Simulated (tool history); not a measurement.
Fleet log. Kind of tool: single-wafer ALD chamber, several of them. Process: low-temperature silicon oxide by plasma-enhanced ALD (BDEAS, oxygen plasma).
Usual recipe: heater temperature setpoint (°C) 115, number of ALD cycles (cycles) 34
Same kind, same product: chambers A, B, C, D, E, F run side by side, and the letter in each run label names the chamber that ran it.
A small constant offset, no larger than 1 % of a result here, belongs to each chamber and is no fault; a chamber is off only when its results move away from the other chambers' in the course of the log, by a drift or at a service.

run	hour	heater temperature setpoint (°C)	number of ALD cycles (cycles)	hours since the last thermocouple change	read-back reference wafer on the same gauge, thickness_nm	mean film thickness on the monitor wafer (nm)
1A	11.2	115	34	588.1	4.5042	4.7679
2F	17.9	115	34	95.2	4.4988	4.7125
3C	31.8	115	34	982.5	4.4956	4.7791
4D	42.8	115	34	1911.5	4.4941	4.7634
5B	54.3	115	34	1376.6	4.5013	4.6887
6E	66.3	115	34	70.3	4.4992	4.7149
7F	73.5	115	34	150.8	4.499	4.7206
8B	86.3	115	34	1408.6	4.5039	4.6883
9E	94.3	125	30	98.3	4.4968	4.1177
10A	104.1	125	30	681	4.498	4.1097
11D	119	125	30	1987.7	4.497	4.0997
12C	126.2	125	30	1076.9	4.4959	4.0628
13C	139	125	30	1089.7	4.506	4.1051
14E	153.8	125	30	157.8	4.5056	4.0273
15F	165	115	34	242.3	4.4933	4.7846
# hour 174.1: chamber D: thermocouple changed; heater temperature recalibrated
16B	175.4	115	34	1497.7	4.5064	4.6727
17D	183.3	115	34	9.3	4.5021	4.7002
18A	197.7	115	34	774.6	4.5097	4.6731
19A	205.6	115	34	782.5	4.5037	4.7096
20B	215.4	115	34	1537.7	4.4951	4.6986
21D	223.8	115	34	49.8	4.4995	4.7343
# hour 231: chamber A: thermocouple changed; heater temperature recalibrated
22C	239.3	101	41	1190	4.5018	5.8922
23E	250.4	101	41	254.4	4.4952	5.8586
24F	257.8	101	41	335.1	4.4987	5.8437
25A	266.2	101	41	35.3	4.4958	5.8219
26B	278.5	101	41	1600.8	4.5038	5.8232
27D	292.5	101	41	118.5	4.4996	5.9236
28E	300.8	115	34	304.8	4.5079	4.7348
29F	316	115	34	393.3	4.4943	4.7306
30C	324.3	115	34	1275	4.5055	4.6917
31C	334.4	115	34	1285.1	4.493	4.6921
32A	349.6	115	34	118.7	4.5016	4.7117
33B	364.2	126	28	1686.5	4.502	3.8449
34D	377.7	126	28	203.7	4.5007	3.8431
35E	390.7	126	28	394.7	4.5035	3.8261
36F	401.3	126	28	478.6	4.5021	3.8348
37D	412.5	126	28	238.5	4.4999	3.8491
38E	421.2	126	28	425.2	4.5062	3.8348

All chambers now run identical settings, listed one chamber a line with results as question marks. What results will each chamber show?
39A	432.4	110	34			?
39B	432.4	110	34			?
39C	432.4	110	34			?
39D	432.4	110	34			?
39E	432.4	110	34			?
39F	432.4	110	34			?

run	mean film thickness on the monitor wafer (nm)
39A	4.788
39B	4.7528
39C	4.7967
39D	4.8038
39E	4.7451
39F	4.7769
